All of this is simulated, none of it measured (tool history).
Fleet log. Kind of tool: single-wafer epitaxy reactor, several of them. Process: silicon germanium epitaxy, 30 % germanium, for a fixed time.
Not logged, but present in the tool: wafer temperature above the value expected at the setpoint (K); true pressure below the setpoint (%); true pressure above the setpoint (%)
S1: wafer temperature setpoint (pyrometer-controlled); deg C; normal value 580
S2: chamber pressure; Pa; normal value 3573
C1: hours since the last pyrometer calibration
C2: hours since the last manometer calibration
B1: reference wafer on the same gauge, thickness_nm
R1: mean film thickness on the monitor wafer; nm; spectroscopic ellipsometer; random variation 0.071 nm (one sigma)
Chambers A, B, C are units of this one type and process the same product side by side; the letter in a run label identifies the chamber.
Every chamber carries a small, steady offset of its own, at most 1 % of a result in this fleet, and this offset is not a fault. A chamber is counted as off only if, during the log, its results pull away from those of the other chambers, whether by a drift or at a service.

Run 1A, hour 9.8: usual settings; C1 347.2; C2 163.4; B1 46.109. Result: R1 46.090 nm.
Run 2C, hour 17.8: usual settings; C1 962.5; C2 533.2; B1 46.119. Result: R1 45.276 nm.
Run 3B, hour 23.7: usual settings; C1 1826.3; C2 2311.9; B1 46.143. Result: R1 45.649 nm.
Run 4C, hour 30.3: usual settings; C1 975.0; C2 545.7; B1 46.147. Result: R1 45.289 nm.
Run 5B, hour 35.1: usual settings; C1 1837.7; C2 2323.3; B1 46.161. Result: R1 45.642 nm.
Run 6A, hour 42.2: usual settings but S1 593 deg C, S2 3106 Pa; C1 379.6; C2 195.8; B1 46.154. Result: R1 55.442 nm.
Run 7A, hour 49.7: usual settings but S1 593 deg C, S2 3106 Pa; C1 387.1; C2 203.3; B1 46.186. Result: R1 55.545 nm.
Run 8C, hour 56.0: usual settings but S1 593 deg C, S2 3106 Pa; C1 1000.7; C2 571.4; B1 46.191. Result: R1 54.667 nm.
Run 9B, hour 65.1: usual settings; C1 1867.7; C2 2353.3; B1 46.202. Result: R1 45.810 nm.
Run 10C, hour 74.1: usual settings; C1 1018.8; C2 589.5; B1 46.221. Result: R1 45.346 nm.
Run 11B, hour 82.8: usual settings; C1 1885.4; C2 2371.0; B1 46.240. Result: R1 45.848 nm.
Run 12A, hour 91.0: usual settings; C1 428.4; C2 244.6; B1 46.272. Result: R1 46.147 nm.
Run 13B, hour 97.2: usual settings; C1 1899.8; C2 2385.4; B1 46.264. Result: R1 45.944 nm.
Run 14C, hour 106.1: usual settings; C1 1050.8; C2 621.5; B1 46.297. Result: R1 45.384 nm.
Run 15A, hour 112.0: usual settings; C1 449.4; C2 265.6; B1 46.289. Result: R1 46.364 nm.
Run 16A, hour 120.4: usual settings; C1 457.8; C2 274.0; B1 46.325. Result: R1 46.243 nm.
Run 17B, hour 126.0: usual settings but S2 3013 Pa; C1 1928.6; C2 2414.2; B1 46.315. Result: R1 43.018 nm.
Run 18C, hour 135.8: usual settings but S2 3013 Pa; C1 1080.5; C2 651.2; B1 46.317. Result: R1 42.474 nm.
Run 19A, hour 143.6: usual settings but S2 3013 Pa; C1 481.0; C2 297.2; B1 46.338. Result: R1 43.271 nm.
Run 20C, hour 151.2: usual settings but S2 3986 Pa; C1 1095.9; C2 666.6; B1 46.375. Result: R1 47.437 nm.
Run 21B, hour 160.9: usual settings but S2 3986 Pa; C1 1963.5; C2 2449.1; B1 46.363. Result: R1 48.086 nm.
Run 22A, hour 167.8: usual settings but S2 3986 Pa; C1 505.2; C2 321.4; B1 46.389. Result: R1 48.383 nm.

Next, every chamber runs the same settings. What will each give?
Run 23A, hour 175.2: usual settings. Result: R1 ?.
Run 23B, hour 175.2: usual settings. Result: R1 ?.
Run 23C, hour 175.2: usual settings. Result: R1 ?.

run      R1
23A  46.326
23B  46.071
23C  45.548
